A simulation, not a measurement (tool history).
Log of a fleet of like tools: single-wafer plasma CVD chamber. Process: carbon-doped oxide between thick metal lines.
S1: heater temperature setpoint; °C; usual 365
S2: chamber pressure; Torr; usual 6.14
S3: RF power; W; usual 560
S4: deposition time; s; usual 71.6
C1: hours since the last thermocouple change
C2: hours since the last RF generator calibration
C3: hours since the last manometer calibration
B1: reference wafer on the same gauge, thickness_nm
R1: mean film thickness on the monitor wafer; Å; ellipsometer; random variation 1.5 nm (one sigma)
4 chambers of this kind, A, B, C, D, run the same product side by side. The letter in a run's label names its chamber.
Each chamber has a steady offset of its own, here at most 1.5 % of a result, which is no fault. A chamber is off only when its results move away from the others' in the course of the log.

| run | day | S1 | S2 | S3 | S4 | C1 | C2 | C3 | B1 | R1 |
|---|---|---|---|---|---|---|---|---|---|---|
| 1C | 0.229 | 365 | 6.14 | 560 | 71.6 | 659.7 | 794.7 | 1895.5 | 419.09 | 3863.3 |
| 2D | 0.425 | 365 | 6.14 | 560 | 71.6 | 2247.7 | 1472.8 | 930.8 | 419.09 | 3833.3 |
| 3A | 0.55 | 365 | 6.14 | 560 | 71.6 | 703 | 283.3 | 129.8 | 419.11 | 3870.2 |
| 4B | 0.733 | 365 | 6.14 | 560 | 71.6 | 1244.2 | 1474.8 | 621.3 | 419.42 | 3910.8 |
|  | 0.792 | chamber C: capacitance manometer re-zeroed and calibrated |
| 5D | 0.904 | 365 | 6.14 | 560 | 71.6 | 2259.2 | 1484.3 | 942.3 | 419.31 | 3820.3 |
| 6A | 1.088 | 365 | 6.14 | 560 | 71.6 | 715.9 | 296.2 | 142.7 | 419.03 | 3887.5 |
| 7C | 1.25 | 365 | 6.14 | 560 | 71.6 | 684.2 | 819.2 | 11.1 | 419.11 | 3825.6 |
| 8B | 1.392 | 377 | 6.14 | 560 | 71.6 | 1260 | 1490.6 | 637.1 | 418.97 | 3787.5 |
| 9C | 1.583 | 377 | 6.14 | 560 | 71.6 | 692.2 | 827.2 | 19.1 | 419.24 | 3727.9 |
| 10D | 1.754 | 377 | 6.14 | 560 | 71.6 | 2279.6 | 1504.7 | 962.7 | 418.37 | 3785 |
| 11B | 1.871 | 377 | 6.14 | 560 | 71.6 | 1271.5 | 1502.1 | 648.6 | 418.67 | 3796.3 |
| 12A | 2.058 | 365 | 6.14 | 560 | 71.6 | 739.2 | 319.5 | 166 | 419.36 | 3884.4 |
| 13A | 2.246 | 365 | 6.14 | 560 | 71.6 | 743.7 | 324 | 170.5 | 419.41 | 3861.6 |
| 14D | 2.412 | 365 | 6.14 | 560 | 71.6 | 2295.4 | 1520.5 | 978.5 | 418.91 | 3866.1 |
| 15C | 2.608 | 365 | 6.14 | 560 | 71.6 | 716.8 | 851.8 | 43.7 | 419.1 | 3810.2 |
| 16B | 2.846 | 365 | 6.14 | 560 | 71.6 | 1294.9 | 1525.5 | 672 | 418.94 | 3899 |
| 17D | 3.067 | 352 | 6.14 | 560 | 71.6 | 2311.1 | 1536.2 | 994.2 | 419.15 | 3950.4 |
| 18A | 3.225 | 352 | 6.14 | 560 | 71.6 | 767.2 | 347.5 | 194 | 419.35 | 4011.8 |
| 19B | 3.442 | 352 | 6.14 | 560 | 71.6 | 1309.2 | 1539.8 | 686.3 | 419.12 | 4007.6 |
| 20C | 3.683 | 352 | 6.14 | 560 | 71.6 | 742.6 | 877.6 | 69.5 | 418.66 | 3926.4 |
| 21C | 3.904 | 365 | 6.14 | 560 | 71.6 | 747.9 | 882.9 | 74.8 | 419.28 | 3791.3 |
| 22A | 4.038 | 365 | 6.14 | 560 | 71.6 | 786.7 | 367 | 213.5 | 418.91 | 3862.5 |
| 23D | 4.229 | 365 | 6.14 | 560 | 71.6 | 2339 | 1564.1 | 1022.1 | 418.7 | 3839.3 |
| 24B | 4.367 | 365 | 6.14 | 560 | 71.6 | 1331.4 | 1562 | 708.5 | 419.11 | 3870.6 |
| 25D | 4.492 | 365 | 6.72 | 560 | 65.2 | 2345.3 | 1570.4 | 1028.4 | 418.96 | 3548.7 |
| 26B | 4.725 | 365 | 6.72 | 560 | 65.2 | 1340 | 1570.6 | 717.1 | 418.98 | 3613.1 |
| 27C | 4.921 | 365 | 6.72 | 560 | 65.2 | 772.3 | 907.3 | 99.2 | 418.62 | 3468 |
| 28A | 5.125 | 365 | 6.72 | 560 | 65.2 | 812.8 | 393.1 | 239.6 | 419.1 | 3573.7 |
| 29B | 5.325 | 365 | 6.14 | 560 | 71.6 | 1354.4 | 1585 | 731.5 | 419.07 | 3869.3 |
| 30D | 5.538 | 365 | 6.14 | 560 | 71.6 | 2370.4 | 1595.5 | 1053.5 | 418.95 | 3850.9 |
| 31C | 5.662 | 365 | 6.14 | 560 | 71.6 | 790.1 | 925.1 | 117 | 418.64 | 3759.5 |
| 32A | 5.846 | 365 | 6.14 | 560 | 71.6 | 830.1 | 410.4 | 256.9 | 419.49 | 3885.9 |
| 33D | 6.004 | 365 | 6.14 | 560 | 71.6 | 2381.6 | 1606.7 | 1064.7 | 418.75 | 3840.9 |
| 34C | 6.167 | 365 | 6.14 | 560 | 71.6 | 802.2 | 937.2 | 129.1 | 419.13 | 3729 |
| 35B | 6.396 | 365 | 6.14 | 560 | 71.6 | 1380.1 | 1610.7 | 757.2 | 418.96 | 3889.6 |
| 36A | 6.629 | 365 | 6.14 | 560 | 71.6 | 848.9 | 429.2 | 275.7 | 419 | 3867.6 |
| 37C | 6.767 | 365 | 6.14 | 560 | 71.6 | 816.6 | 951.6 | 143.5 | 419.13 | 3721.1 |
| 38D | 6.925 | 358 | 6.14 | 455 | 71.6 | 2403.7 | 1628.8 | 1086.8 | 418.95 | 3411 |
| 39B | 7.133 | 358 | 6.14 | 455 | 71.6 | 1397.8 | 1628.4 | 774.9 | 419.07 | 3481.3 |
| 40A | 7.304 | 358 | 6.14 | 455 | 71.6 | 865.1 | 445.4 | 291.9 | 419.19 | 3501.5 |
| 41D | 7.521 | 358 | 6.14 | 455 | 71.6 | 2418 | 1643.1 | 1101.1 | 418.72 | 3408.7 |
| 42B | 7.629 | 365 | 6.14 | 560 | 71.6 | 1409.7 | 1640.3 | 786.8 | 418.93 | 3892.2 |
| 43A | 7.808 | 365 | 6.81 | 500 | 71.6 | 877.2 | 457.5 | 304 | 418.94 | 3661.9 |

All 4 chambers run these settings next. Forecast each chamber's results:
| 44A | 7.983 | 365 | 6.14 | 560 | 71.6 |  |  |  |  | ? |
| 44B | 7.983 | 365 | 6.14 | 560 | 71.6 |  |  |  |  | ? |
| 44C | 7.983 | 365 | 6.14 | 560 | 71.6 |  |  |  |  | ? |
| 44D | 7.983 | 365 | 6.14 | 560 | 71.6 |  |  |  |  | ? |

| run | R1 |
|---|---|
| 44A | 3885.9 |
| 44B | 3907.6 |
| 44C | 3703.8 |
| 44D | 3827.1 |
